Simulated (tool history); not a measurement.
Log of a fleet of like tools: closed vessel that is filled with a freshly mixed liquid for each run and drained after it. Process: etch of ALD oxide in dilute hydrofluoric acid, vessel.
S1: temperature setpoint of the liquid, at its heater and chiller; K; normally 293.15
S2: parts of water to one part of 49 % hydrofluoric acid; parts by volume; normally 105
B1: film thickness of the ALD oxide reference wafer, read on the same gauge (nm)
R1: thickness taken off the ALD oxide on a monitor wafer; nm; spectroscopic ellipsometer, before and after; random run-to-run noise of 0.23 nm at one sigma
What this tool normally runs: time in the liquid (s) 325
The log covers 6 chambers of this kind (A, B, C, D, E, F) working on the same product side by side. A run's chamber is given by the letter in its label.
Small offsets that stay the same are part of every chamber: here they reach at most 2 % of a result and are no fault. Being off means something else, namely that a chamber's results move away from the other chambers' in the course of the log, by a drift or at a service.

Run 1B, hour 8.4: usual settings; B1 30.004. Result: R1 38.261 nm.
Run 2F, hour 19.8: usual settings; B1 29.994. Result: R1 38.151 nm.
Run 3D, hour 33.5: usual settings; B1 29.939. Result: R1 37.962 nm.
Run 4A, hour 42.1: usual settings; B1 29.984. Result: R1 38.508 nm.
At hour 47.7: chamber C: thermometer replaced.
Run 5C, hour 51.8: usual settings; B1 29.999. Result: R1 37.471 nm.
At hour 62.8: chamber C: hydrofluoric acid flow meter replaced.
Run 6E, hour 66.9: usual settings; B1 29.978. Result: R1 38.442 nm.
Run 7D, hour 75.1: usual settings; B1 30.018. Result: R1 37.947 nm.
Run 8B, hour 82.5: usual settings; B1 29.968. Result: R1 38.303 nm.
Run 9F, hour 91: usual settings; B1 29.977. Result: R1 38.258 nm.
Run 10E, hour 105.4: usual settings; B1 29.979. Result: R1 38.067 nm.
At hour 110.7: chamber B: hydrofluoric acid flow meter replaced.
Run 11C, hour 117.8: usual settings; B1 29.957. Result: R1 37.152 nm.
Run 12A, hour 128.5: usual settings; B1 30.03. Result: R1 38.093 nm.
Run 13B, hour 141.8: usual settings; B1 30.013. Result: R1 37.998 nm.
Run 14C, hour 148.6: usual settings; B1 30.028. Result: R1 37.388 nm.
Run 15A, hour 155.3: usual settings; B1 29.943. Result: R1 37.982 nm.
Run 16F, hour 161.9: usual settings; B1 29.963. Result: R1 37.901 nm.
Run 17E, hour 174.5: usual settings but time in the liquid (s) 160; B1 30.019. Result: R1 18.788 nm.
Run 18D, hour 185.1: usual settings but time in the liquid (s) 160; B1 30.007. Result: R1 18.397 nm.
Run 19C, hour 193.9: usual settings but time in the liquid (s) 160; B1 29.966. Result: R1 18.423 nm.
Run 20D, hour 204.9: usual settings but time in the liquid (s) 160; B1 29.993. Result: R1 18.582 nm.
Run 21B, hour 212: usual settings but time in the liquid (s) 160; B1 29.996. Result: R1 18.561 nm.
At hour 214.6: chamber A: thermometer replaced.
Run 22E, hour 225.2: usual settings but time in the liquid (s) 160; B1 30.06. Result: R1 18.68 nm.
Run 23F, hour 232.1: usual settings; B1 30.042. Result: R1 37.725 nm.
Run 24A, hour 242.3: usual settings; B1 30.038. Result: R1 37.713 nm.
Run 25F, hour 250.5: usual settings; B1 29.966. Result: R1 37.957 nm.
Run 26A, hour 263.4: usual settings; B1 30.012. Result: R1 38.003 nm.
Run 27C, hour 276.4: usual settings but S1 296.65 K, time in the liquid (s) 410; B1 29.998. Result: R1 54.262 nm.
At hour 277.3: chamber D: thermometer replaced.
Run 28B, hour 290.3: usual settings but S1 296.65 K, time in the liquid (s) 410; B1 29.988. Result: R1 54.959 nm.
Run 29E, hour 298.6: usual settings but S1 296.65 K, time in the liquid (s) 410; B1 29.979. Result: R1 55.938 nm.
Run 30D, hour 310.4: usual settings but S1 296.65 K, time in the liquid (s) 410; B1 30.022. Result: R1 54.457 nm.
Run 31E, hour 321.1: usual settings but S1 296.65 K, time in the liquid (s) 410; B1 30.019. Result: R1 56.306 nm.
At hour 327.9: chamber F: thermometer replaced.
Run 32B, hour 331.8: usual settings but S1 296.65 K, time in the liquid (s) 410; B1 30.023. Result: R1 55.41 nm.
Run 33F, hour 339.5: usual settings; B1 29.967. Result: R1 38.265 nm.
Run 34D, hour 346.3: usual settings; B1 29.997. Result: R1 37.421 nm.
Run 35A, hour 356.7: usual settings; B1 29.963. Result: R1 38.253 nm.
Run 36C, hour 370: usual settings; B1 30.009. Result: R1 37.507 nm.

Which is it: a chamber that has drifted or been left off by a service, a gauge drift common to all chambers, or only each chamber's usual small offset? If a chamber is off, name it and its likeliest cause.

All chambers stay in line apart from their small fixed offsets, and the gauge does not drift.
